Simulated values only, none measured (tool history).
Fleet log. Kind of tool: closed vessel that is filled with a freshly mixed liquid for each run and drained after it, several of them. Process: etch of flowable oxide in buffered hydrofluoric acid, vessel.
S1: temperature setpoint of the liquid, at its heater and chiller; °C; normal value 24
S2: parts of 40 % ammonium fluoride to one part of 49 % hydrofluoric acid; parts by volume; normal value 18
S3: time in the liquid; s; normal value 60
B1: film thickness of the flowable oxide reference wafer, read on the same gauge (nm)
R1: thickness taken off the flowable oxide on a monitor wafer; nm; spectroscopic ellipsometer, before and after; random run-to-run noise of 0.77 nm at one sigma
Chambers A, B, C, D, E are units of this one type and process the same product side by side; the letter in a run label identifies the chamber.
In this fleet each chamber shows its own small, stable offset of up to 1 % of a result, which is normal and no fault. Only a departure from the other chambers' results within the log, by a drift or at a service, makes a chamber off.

run,hour,S1,S2,S3,B1,R1
1C,3.4,24,18,60,140,122.78
2E,6.5,24,18,60,139.96,124.05
3A,9.9,24,18,60,139.97,124.78
4D,13.6,24,18,60,139.95,124.82
5B,17.2,24,18,60,140.01,124.09
6E,22.1,24,18,60,140.03,122.6
7D,25,24,18,60,140.06,123.66
8A,27.7,24,18,60,140.04,124.85
9C,31.8,24,18,60,139.98,122.54
# hour 34.3: chamber A: thermometer replaced
10B,34.6,24,18,60,140.04,123.74
11D,37.1,24,18,60,139.99,125.65
# hour 38.9: chamber B: hydrofluoric acid flow meter replaced
12A,40.7,24,18,60,139.99,124.87
13E,45.3,24,18,60,140.02,125.24
14B,49.3,24,18,60,140.02,123.47
15C,53.3,24,18,60,139.99,122.57
16E,56.6,24,18,60,139.98,124.01
17C,59.3,24,18,60,140.02,123.17
18D,62.3,24,18,60,140.02,122.08
19A,65.5,24,18,70,140,144.79
20B,69,24,18,70,139.99,145.03
21A,74.1,24,18,70,139.98,144.62
22D,77.1,24,18,70,140,141.06
23B,79.9,24,18,70,139.98,145.57
24E,84,24,18,60,139.98,124.12
25C,87.2,24,18,60,140.01,122.53
26E,90.8,24,18,60,139.99,124.8
27D,95.5,24,18,60,139.99,120.19
28A,100.6,24,18,60,140.06,123.99
29B,104.4,24,18,60,140.01,124.81
30C,108.9,24,18,60,140,123.19
31A,112.8,24,18,60,139.97,124.5
32D,117.1,24,18,60,140,119.64

Next, every chamber runs the same settings. What will each give?
33A,120.8,24,18,60,,?
33B,120.8,24,18,60,,?
33C,120.8,24,18,60,,?
33D,120.8,24,18,60,,?
33E,120.8,24,18,60,,?

run,R1
33A,124.13
33B,122.21
33C,122.54
33D,120.29
33E,123.61
